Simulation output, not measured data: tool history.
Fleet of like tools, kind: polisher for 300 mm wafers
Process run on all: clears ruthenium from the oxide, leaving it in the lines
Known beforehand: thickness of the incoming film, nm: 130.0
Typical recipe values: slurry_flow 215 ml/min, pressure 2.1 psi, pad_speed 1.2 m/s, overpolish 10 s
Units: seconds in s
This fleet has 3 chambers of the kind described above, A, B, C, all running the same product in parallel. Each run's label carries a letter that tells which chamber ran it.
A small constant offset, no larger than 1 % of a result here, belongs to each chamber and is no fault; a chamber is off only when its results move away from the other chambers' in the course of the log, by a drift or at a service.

{"run": "1B", "day": 0.238, "slurry_flow": 215, "pressure": 2.1, "pad_speed": 1.2, "overpolish": 10, "seconds": 82.539}
{"run": "2C", "day": 0.592, "slurry_flow": 215, "pressure": 2.1, "pad_speed": 1.2, "overpolish": 10, "seconds": 81.897}
{"day": 0.608, "done": "chamber A: worn pad replaced by a new one"}
{"run": "3A", "day": 1.042, "slurry_flow": 215, "pressure": 2.1, "pad_speed": 1.2, "overpolish": 10, "seconds": 79.28}
{"run": "4A", "day": 1.308, "slurry_flow": 215, "pressure": 2.1, "pad_speed": 1.2, "overpolish": 10, "seconds": 78.996}
{"day": 1.446, "done": "chamber C: head pressure recalibrated"}
{"run": "5B", "day": 1.654, "slurry_flow": 215, "pressure": 2.1, "pad_speed": 1.2, "overpolish": 10, "seconds": 80.882}
{"run": "6C", "day": 2.125, "slurry_flow": 215, "pressure": 1.7, "pad_speed": 1.2, "overpolish": 10, "seconds": 100.54}
{"day": 2.138, "done": "chamber B: worn pad replaced by a new one"}
{"run": "7B", "day": 2.521, "slurry_flow": 215, "pressure": 1.7, "pad_speed": 1.2, "overpolish": 10, "seconds": 100.66}
{"run": "8A", "day": 3.0, "slurry_flow": 215, "pressure": 1.7, "pad_speed": 1.2, "overpolish": 10, "seconds": 99.516}
{"day": 3.388, "done": "chamber A: slurry nozzle cleaned"}
{"run": "9C", "day": 3.429, "slurry_flow": 215, "pressure": 2.1, "pad_speed": 1.2, "overpolish": 10, "seconds": 80.268}
{"day": 3.7, "done": "chamber C: worn pad replaced by a new one"}
{"run": "10A", "day": 3.829, "slurry_flow": 215, "pressure": 2.1, "pad_speed": 1.2, "overpolish": 10, "seconds": 78.794}
{"run": "11B", "day": 4.325, "slurry_flow": 215, "pressure": 2.1, "pad_speed": 1.2, "overpolish": 10, "seconds": 79.211}
{"run": "12C", "day": 4.804, "slurry_flow": 215, "pressure": 2.1, "pad_speed": 1.2, "overpolish": 10, "seconds": 81.626}
{"day": 4.904, "done": "chamber B: worn pad replaced by a new one"}
{"day": 4.933, "done": "chamber A: worn pad replaced by a new one"}
{"run": "13B", "day": 5.221, "slurry_flow": 215, "pressure": 2.1, "pad_speed": 1.2, "overpolish": 10, "seconds": 81.82}
{"run": "14A", "day": 5.617, "slurry_flow": 215, "pressure": 2.1, "pad_speed": 1.2, "overpolish": 10, "seconds": 79.847}
{"run": "15C", "day": 6.108, "slurry_flow": 215, "pressure": 2.1, "pad_speed": 1.2, "overpolish": 10, "seconds": 80.153}
{"run": "16B", "day": 6.504, "slurry_flow": 215, "pressure": 2.1, "pad_speed": 1.2, "overpolish": 10, "seconds": 81.726}
{"run": "17C", "day": 6.95, "slurry_flow": 215, "pressure": 2.1, "pad_speed": 1.2, "overpolish": 10, "seconds": 80.969}
{"run": "18A", "day": 7.288, "slurry_flow": 215, "pressure": 2.1, "pad_speed": 1.2, "overpolish": 10, "seconds": 77.442}
{"run": "19B", "day": 7.671, "slurry_flow": 215, "pressure": 2.1, "pad_speed": 1.2, "overpolish": 10, "seconds": 80.579}
{"run": "20A", "day": 7.904, "slurry_flow": 215, "pressure": 2.1, "pad_speed": 1.2, "overpolish": 10, "seconds": 78.664}
{"day": 8.329, "done": "chamber B: worn pad replaced by a new one"}
{"run": "21C", "day": 8.4, "slurry_flow": 215, "pressure": 2.1, "pad_speed": 1.2, "overpolish": 10, "seconds": 80.79}
{"day": 8.538, "done": "chamber C: slurry nozzle cleaned"}
{"run": "22B", "day": 8.858, "slurry_flow": 215, "pressure": 2.1, "pad_speed": 1.2, "overpolish": 10, "seconds": 80.786}
{"day": 9.188, "done": "chamber C: worn pad replaced by a new one"}
{"day": 9.267, "done": "chamber A: worn pad replaced by a new one"}
{"run": "23A", "day": 9.321, "slurry_flow": 215, "pressure": 2.1, "pad_speed": 1.2, "overpolish": 10, "seconds": 79.561}
{"run": "24C", "day": 9.658, "slurry_flow": 215, "pressure": 2.1, "pad_speed": 1.2, "overpolish": 10, "seconds": 80.812}
{"run": "25C", "day": 10.138, "slurry_flow": 215, "pressure": 2.1, "pad_speed": 1.2, "overpolish": 10, "seconds": 80.025}
{"run": "26B", "day": 10.492, "slurry_flow": 215, "pressure": 2.1, "pad_speed": 1.2, "overpolish": 14, "seconds": 81.55}
{"run": "27A", "day": 10.858, "slurry_flow": 215, "pressure": 2.1, "pad_speed": 1.2, "overpolish": 14, "seconds": 80.052}
{"day": 11.092, "done": "chamber B: worn pad replaced by a new one"}
{"run": "28B", "day": 11.125, "slurry_flow": 215, "pressure": 2.1, "pad_speed": 1.2, "overpolish": 14, "seconds": 80.841}
{"run": "29C", "day": 11.512, "slurry_flow": 215, "pressure": 2.1, "pad_speed": 1.2, "overpolish": 10, "seconds": 81.45}
{"run": "30A", "day": 11.838, "slurry_flow": 215, "pressure": 2.1, "pad_speed": 1.2, "overpolish": 10, "seconds": 80.056}
{"run": "31C", "day": 12.212, "slurry_flow": 215, "pressure": 2.1, "pad_speed": 1.2, "overpolish": 6, "seconds": 81.121}
{"run": "32A", "day": 12.592, "slurry_flow": 215, "pressure": 2.1, "pad_speed": 1.2, "overpolish": 6, "seconds": 80.64}
{"run": "33B", "day": 13.058, "slurry_flow": 215, "pressure": 2.1, "pad_speed": 1.2, "overpolish": 6, "seconds": 80.415}
{"run": "34B", "day": 13.388, "slurry_flow": 250, "pressure": 2.1, "pad_speed": 1.2, "overpolish": 7, "seconds": 79.544}
{"day": 13.633, "done": "chamber A: worn pad replaced by a new one"}
{"run": "35A", "day": 13.667, "slurry_flow": 250, "pressure": 2.1, "pad_speed": 1.2, "overpolish": 7, "seconds": 77.548}
{"day": 13.817, "done": "chamber C: worn pad replaced by a new one"}
{"run": "36C", "day": 13.946, "slurry_flow": 250, "pressure": 2.1, "pad_speed": 1.2, "overpolish": 7, "seconds": 79.435}
{"run": "37A", "day": 14.183, "slurry_flow": 215, "pressure": 2.1, "pad_speed": 1.2, "overpolish": 10, "seconds": 79.692}
{"day": 14.492, "done": "chamber B: worn pad replaced by a new one"}
{"run": "38C", "day": 14.5, "slurry_flow": 215, "pressure": 2.1, "pad_speed": 1.2, "overpolish": 10, "seconds": 81.782}
{"run": "39B", "day": 14.817, "slurry_flow": 215, "pressure": 2.1, "pad_speed": 1.2, "overpolish": 15, "seconds": 81.099}
{"run": "40A", "day": 15.258, "slurry_flow": 215, "pressure": 2.1, "pad_speed": 1.2, "overpolish": 15, "seconds": 81.394}
{"run": "41C", "day": 15.558, "slurry_flow": 215, "pressure": 2.1, "pad_speed": 1.2, "overpolish": 15, "seconds": 82.719}
{"run": "42B", "day": 15.808, "slurry_flow": 215, "pressure": 2.1, "pad_speed": 1.2, "overpolish": 10, "seconds": 80.755}
{"run": "43B", "day": 16.192, "slurry_flow": 215, "pressure": 2.7, "pad_speed": 1.2, "overpolish": 10, "seconds": 63.348}

Read the log: is a single chamber off, either drifting away or since a service, is the gauge that measures every chamber drifting, or is nothing wrong beyond small per-chamber offsets? Name any odd chamber and what most likely caused it.

Nothing is wrong: each chamber keeps only its own small, steady offset and the gauge holds still.

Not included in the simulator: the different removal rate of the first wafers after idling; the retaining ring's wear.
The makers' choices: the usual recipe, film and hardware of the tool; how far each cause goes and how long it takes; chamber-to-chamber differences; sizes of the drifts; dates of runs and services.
